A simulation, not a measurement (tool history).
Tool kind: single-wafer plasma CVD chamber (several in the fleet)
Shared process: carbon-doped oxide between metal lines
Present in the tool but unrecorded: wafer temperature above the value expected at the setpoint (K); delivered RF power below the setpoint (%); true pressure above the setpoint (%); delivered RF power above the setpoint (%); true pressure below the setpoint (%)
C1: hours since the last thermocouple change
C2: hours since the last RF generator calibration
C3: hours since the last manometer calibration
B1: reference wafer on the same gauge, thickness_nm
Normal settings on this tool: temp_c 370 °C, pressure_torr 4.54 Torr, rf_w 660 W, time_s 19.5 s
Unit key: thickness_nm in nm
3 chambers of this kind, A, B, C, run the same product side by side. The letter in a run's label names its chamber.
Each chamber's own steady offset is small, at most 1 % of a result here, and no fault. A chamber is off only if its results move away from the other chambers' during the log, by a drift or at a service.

Run 1B, hour 3.5: usual settings; C1 1411.4; C2 328.5; C3 279.4; B1 95.043. Result: thickness_nm 111.970 nm.
Run 2A, hour 7.0: usual settings; C1 1073.1; C2 1256.6; C3 620.4; B1 94.979. Result: thickness_nm 112.050 nm.
Run 3C, hour 11.3: usual settings; C1 176.1; C2 645.7; C3 504.1; B1 94.972. Result: thickness_nm 111.810 nm.
Run 4C, hour 14.8: usual settings; C1 179.6; C2 649.2; C3 507.6; B1 94.978. Result: thickness_nm 111.080 nm.
Run 5B, hour 17.3: usual settings; C1 1425.2; C2 342.3; C3 293.2; B1 95.008. Result: thickness_nm 111.220 nm.
Run 6A, hour 20.9: usual settings; C1 1087.0; C2 1270.5; C3 634.3; B1 94.955. Result: thickness_nm 112.560 nm.
Run 7C, hour 23.4: usual settings but rf_w 570 W, time_s 15.7 s; C1 188.2; C2 657.8; C3 516.2; B1 94.953. Result: thickness_nm 82.563 nm.
Run 8A, hour 27.3: usual settings but rf_w 570 W, time_s 15.7 s; C1 1093.4; C2 1276.9; C3 640.7; B1 95.011. Result: thickness_nm 83.347 nm.
Run 9B, hour 29.8: usual settings but rf_w 570 W, time_s 15.7 s; C1 1437.7; C2 354.8; C3 305.7; B1 95.044. Result: thickness_nm 81.847 nm.
Run 10A, hour 32.8: usual settings; C1 1098.9; C2 1282.4; C3 646.2; B1 95.008. Result: thickness_nm 112.670 nm.
Run 11B, hour 37.2: usual settings but rf_w 585 W; C1 1445.1; C2 362.2; C3 313.1; B1 94.988. Result: thickness_nm 102.650 nm.
Run 12C, hour 40.1: usual settings but rf_w 585 W; C1 204.9; C2 674.5; C3 532.9; B1 95.039. Result: thickness_nm 103.270 nm.
Run 13A, hour 44.6: usual settings but rf_w 585 W; C1 1110.7; C2 1294.2; C3 658.0; B1 94.973. Result: thickness_nm 104.000 nm.
Run 14B, hour 48.9: usual settings; C1 1456.8; C2 373.9; C3 324.8; B1 94.978. Result: thickness_nm 110.430 nm.
Run 15C, hour 53.7: usual settings; C1 218.5; C2 688.1; C3 546.5; B1 94.955. Result: thickness_nm 110.510 nm.
Run 16A, hour 57.4: usual settings; C1 1123.5; C2 1307.0; C3 670.8; B1 95.050. Result: thickness_nm 112.120 nm.
Run 17B, hour 60.9: usual settings but rf_w 540 W; C1 1468.8; C2 385.9; C3 336.8; B1 94.973. Result: thickness_nm 97.030 nm.
Run 18C, hour 63.9: usual settings but rf_w 540 W; C1 228.7; C2 698.3; C3 556.7; B1 94.873. Result: thickness_nm 98.288 nm.
Run 19B, hour 66.4: usual settings but rf_w 540 W; C1 1474.3; C2 391.4; C3 342.3; B1 94.988. Result: thickness_nm 97.213 nm.
Run 20A, hour 71.4: usual settings; C1 1137.5; C2 1321.0; C3 684.8; B1 94.902. Result: thickness_nm 112.030 nm.
Run 21C, hour 76.6: usual settings; C1 241.4; C2 711.0; C3 569.4; B1 94.987. Result: thickness_nm 111.090 nm.

Has any chamber moved away from the others, gradually or after a service, or does the common gauge drift, or do the chambers differ only by their own small steady offsets? State the chamber and the most likely cause if one applies.

It is chamber B that slowly wanders off from its peers.
Cause: delivered RF power below the setpoint (%) = 3.76.

Below are 4 candidate recipes for chamber B's next run, each the usual settings with a change, their results shown as question marks. Which of them brings B's results back in line with what the other chambers give on the usual settings?
In line means no further than this from the other chambers' mean on the usual settings: thickness_nm 1.200 nm
Run 22B-1, hour 80.3: usual settings but time_s 19.6 s. Result: thickness_nm ?.
Run 22B-2, hour 80.3: usual settings but pressure_torr 4.60 Torr, rf_w 685 W. Result: thickness_nm ?.
Run 22B-3, hour 80.3: usual settings but time_s 19.4 s. Result: thickness_nm ?.
Run 22B-4, hour 80.3: usual settings but temp_c 381 °C. Result: thickness_nm ?.

What the other chambers average on the usual settings: thickness_nm 111.820 nm
  run  thickness_nm
22B-1       109.740
22B-2       111.890
22B-3       108.640
22B-4       106.650
22B-2 brings the chamber back in line.

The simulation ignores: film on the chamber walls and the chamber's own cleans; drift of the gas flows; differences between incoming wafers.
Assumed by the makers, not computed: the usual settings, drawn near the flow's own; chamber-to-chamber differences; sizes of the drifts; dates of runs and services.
